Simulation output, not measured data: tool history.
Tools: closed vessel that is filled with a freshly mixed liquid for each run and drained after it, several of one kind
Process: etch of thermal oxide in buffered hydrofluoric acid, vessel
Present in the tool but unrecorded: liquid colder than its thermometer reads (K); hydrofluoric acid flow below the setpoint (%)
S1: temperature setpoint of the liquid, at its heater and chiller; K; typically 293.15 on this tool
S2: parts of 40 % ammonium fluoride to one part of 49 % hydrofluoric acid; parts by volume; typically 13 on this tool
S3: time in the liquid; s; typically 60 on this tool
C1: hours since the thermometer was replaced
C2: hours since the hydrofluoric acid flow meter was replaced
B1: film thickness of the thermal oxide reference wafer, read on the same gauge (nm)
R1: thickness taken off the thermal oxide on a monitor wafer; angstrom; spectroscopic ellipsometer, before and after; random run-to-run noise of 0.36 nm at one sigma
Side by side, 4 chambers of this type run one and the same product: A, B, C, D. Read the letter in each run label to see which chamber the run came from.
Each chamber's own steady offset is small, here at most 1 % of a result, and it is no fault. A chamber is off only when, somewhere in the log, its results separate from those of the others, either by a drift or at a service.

run	hour	S1	S2	S3	C1	C2	B1	R1
1D	4.5	293.15	13	60	646.5	1013.4	60.004	438.32
2B	8.7	293.15	13	60	1241.5	374.6	59.976	427.02
3C	14	293.15	13	60	1420.5	433.5	59.981	437.38
4A	17.3	293.15	13	60	879.9	1926.6	59.972	424.99
5B	20.5	290.65	13	60	1253.3	386.4	60.006	378.95
6A	25.9	290.65	13	60	888.5	1935.2	59.997	379.74
7D	32.3	290.65	13	60	674.3	1041.2	59.989	371.15
8C	35.5	290.65	13	60	1442	455	59.988	380.61
9C	40.6	293.15	13	60	1447.1	460.1	59.988	436.62
# hour 44.7: chamber A: hydrofluoric acid flow meter replaced
10A	46.5	293.15	13	60	909.1	1.8	60.033	434.62
11D	51.9	293.15	13	60	693.9	1060.8	59.993	427.1
# hour 52.2: chamber D: thermometer replaced
12B	56.4	296.15	13	60	1289.2	422.3	60.041	508.59
13C	62.5	296.15	13	60	1469	482	59.993	511.66
14A	65.7	296.15	13	60	928.3	21	59.96	510.68
15B	72	296.15	13	60	1304.8	437.9	60.017	506.43
16D	75.9	293.15	13	60	23.8	1084.8	59.973	433.13
17B	78.8	293.15	13	60	1311.6	444.7	59.997	436.19
18C	82.7	293.15	13	60	1489.2	502.2	60.02	428.4
19D	86.2	294.65	13	60	34.1	1095.1	60.007	470.6
20A	89.9	294.65	13	60	952.5	45.2	59.992	474.03
21C	92.8	294.65	13	60	1499.3	512.3	60.02	464.77
22B	96.7	294.65	13	60	1329.5	462.6	60.002	475.07
23D	100.1	293.15	13	60	48	1109	60.004	436.93
24A	103.3	293.15	13	60	965.9	58.6	59.996	431.13

What goes on in this fleet: one chamber off, a drifting gauge, or nothing beyond the chambers' own small offsets? Name the chamber and the cause, if any.

No chamber is off and the gauge is stable; the differences are just each chamber's small, constant offset.
